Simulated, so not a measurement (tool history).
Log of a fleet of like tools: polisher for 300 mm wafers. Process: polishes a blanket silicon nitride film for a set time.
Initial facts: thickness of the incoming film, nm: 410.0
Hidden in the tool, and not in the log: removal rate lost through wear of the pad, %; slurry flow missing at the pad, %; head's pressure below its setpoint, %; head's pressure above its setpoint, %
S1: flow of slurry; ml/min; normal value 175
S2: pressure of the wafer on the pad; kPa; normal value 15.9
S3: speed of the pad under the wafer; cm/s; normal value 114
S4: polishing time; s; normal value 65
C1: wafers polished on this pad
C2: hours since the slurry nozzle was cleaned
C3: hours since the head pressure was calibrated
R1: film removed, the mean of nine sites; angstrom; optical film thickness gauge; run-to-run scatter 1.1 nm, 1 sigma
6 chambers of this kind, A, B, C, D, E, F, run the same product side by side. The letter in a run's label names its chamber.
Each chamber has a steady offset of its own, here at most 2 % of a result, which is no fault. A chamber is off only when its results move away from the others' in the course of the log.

run	day	S1	S2	S3	S4	C1	C2	C3	R1
# day 0.162: chamber A: worn pad replaced by a new one
1A	0.183	175	15.9	114	65	7	402.7	357.0	1017.40
2C	0.321	175	15.9	114	65	479	586.8	71.2	993.82
# day 0.496: chamber D: slurry nozzle cleaned
3D	0.512	175	15.9	114	65	1252	0.5	238.4	971.08
4B	0.600	175	15.9	114	65	948	178.1	1107.6	974.58
5F	0.758	175	15.9	114	65	964	283.2	136.3	983.92
6E	0.925	175	15.9	114	65	433	101.1	1077.4	970.70
# day 1.062: chamber F: worn pad replaced by a new one
7A	1.083	175	15.9	114	65	305	424.3	378.6	1007.70
# day 1.112: chamber E: worn pad replaced by a new one
# day 1.162: chamber D: worn pad replaced by a new one
8D	1.279	175	15.9	114	65	39	18.9	256.8	985.55
9E	1.442	175	15.9	114	65	110	113.5	1089.8	986.68
10B	1.533	175	15.9	146	65	1257	200.5	1130.0	1189.40
11F	1.708	175	15.9	146	65	214	306.0	159.1	1233.20
12C	1.875	175	15.9	146	65	993	624.1	108.5	1232.50
# day 2.033: chamber C: worn pad replaced by a new one
13E	2.042	175	15.9	146	65	308	127.9	1104.2	1186.60
# day 2.133: chamber A: slurry nozzle cleaned
14C	2.196	175	15.9	146	65	54	631.8	116.2	1224.40
15F	2.375	175	15.9	146	65	435	322.0	175.1	1214.10
16A	2.529	175	15.9	114	65	784	9.5	413.3	997.08
17D	2.683	175	15.9	114	65	503	52.6	290.5	998.44
# day 2.779: chamber E: worn pad replaced by a new one
18B	2.804	175	15.9	114	65	1677	231.0	1160.5	990.30
# day 2.838: chamber B: worn pad replaced by a new one
19C	2.896	175	15.9	114	65	286	648.6	133.0	974.38
20F	2.983	175	15.9	114	65	636	336.6	189.7	966.84
21D	3.071	175	15.9	114	65	631	61.9	299.8	967.96
22E	3.221	175	15.9	114	65	146	156.2	1132.5	980.63
23A	3.379	175	15.9	114	65	1065	29.9	433.7	991.26
24B	3.488	175	15.9	114	65	216	247.4	1176.9	961.33
25F	3.642	175	15.9	114	65	854	352.4	205.5	978.95
26C	3.788	175	15.9	84	65	581	670.0	154.4	774.11
27D	3.917	175	15.9	84	65	911	82.2	320.1	772.92
28E	4.012	175	15.9	84	65	408	175.2	1151.5	775.19
# day 4.096: chamber A: worn pad replaced by a new one
29A	4.171	175	15.9	84	65	25	48.9	452.7	768.30
# day 4.233: chamber F: worn pad replaced by a new one
# day 4.238: chamber E: worn pad replaced by a new one
30B	4.358	175	15.9	84	65	504	268.3	1197.8	746.10
31F	4.533	175	15.9	84	65	99	373.8	226.9	774.20
32D	4.671	175	15.9	114	65	1161	100.3	338.2	972.77
# day 4.717: chamber D: worn pad replaced by a new one
33E	4.858	175	15.9	114	65	205	195.5	1171.8	974.54
# day 4.954: chamber F: slurry nozzle cleaned
34B	5.054	175	15.9	114	65	734	285.0	1214.5	991.87
# day 5.100: chamber C: worn pad replaced by a new one
35C	5.142	175	15.9	114	65	13	702.5	186.9	991.75
36A	5.271	175	15.9	114	65	389	75.3	479.1	1016.50
37B	5.379	175	15.9	114	65	842	292.8	1222.3	982.64
38F	5.567	175	15.9	114	65	441	14.8	251.7	989.12
39D	5.662	225	15.9	114	65	314	124.1	362.0	1027.80
40C	5.762	225	15.9	114	65	219	717.4	201.8	1030.90
41A	5.896	225	15.9	114	65	596	90.3	494.1	1042.30

For the next run the whole fleet of 6 chambers uses the same settings. Give each chamber's results:
42A	6.038	175	15.9	134	65				?
42B	6.038	175	15.9	134	65				?
42C	6.038	175	15.9	134	65				?
42D	6.038	175	15.9	134	65				?
42E	6.038	175	15.9	134	65				?
42F	6.038	175	15.9	134	65				?

run	R1
42A	1149.20
42B	1100.30
42C	1112.20
42D	1132.80
42E	1118.30
42F	1122.70
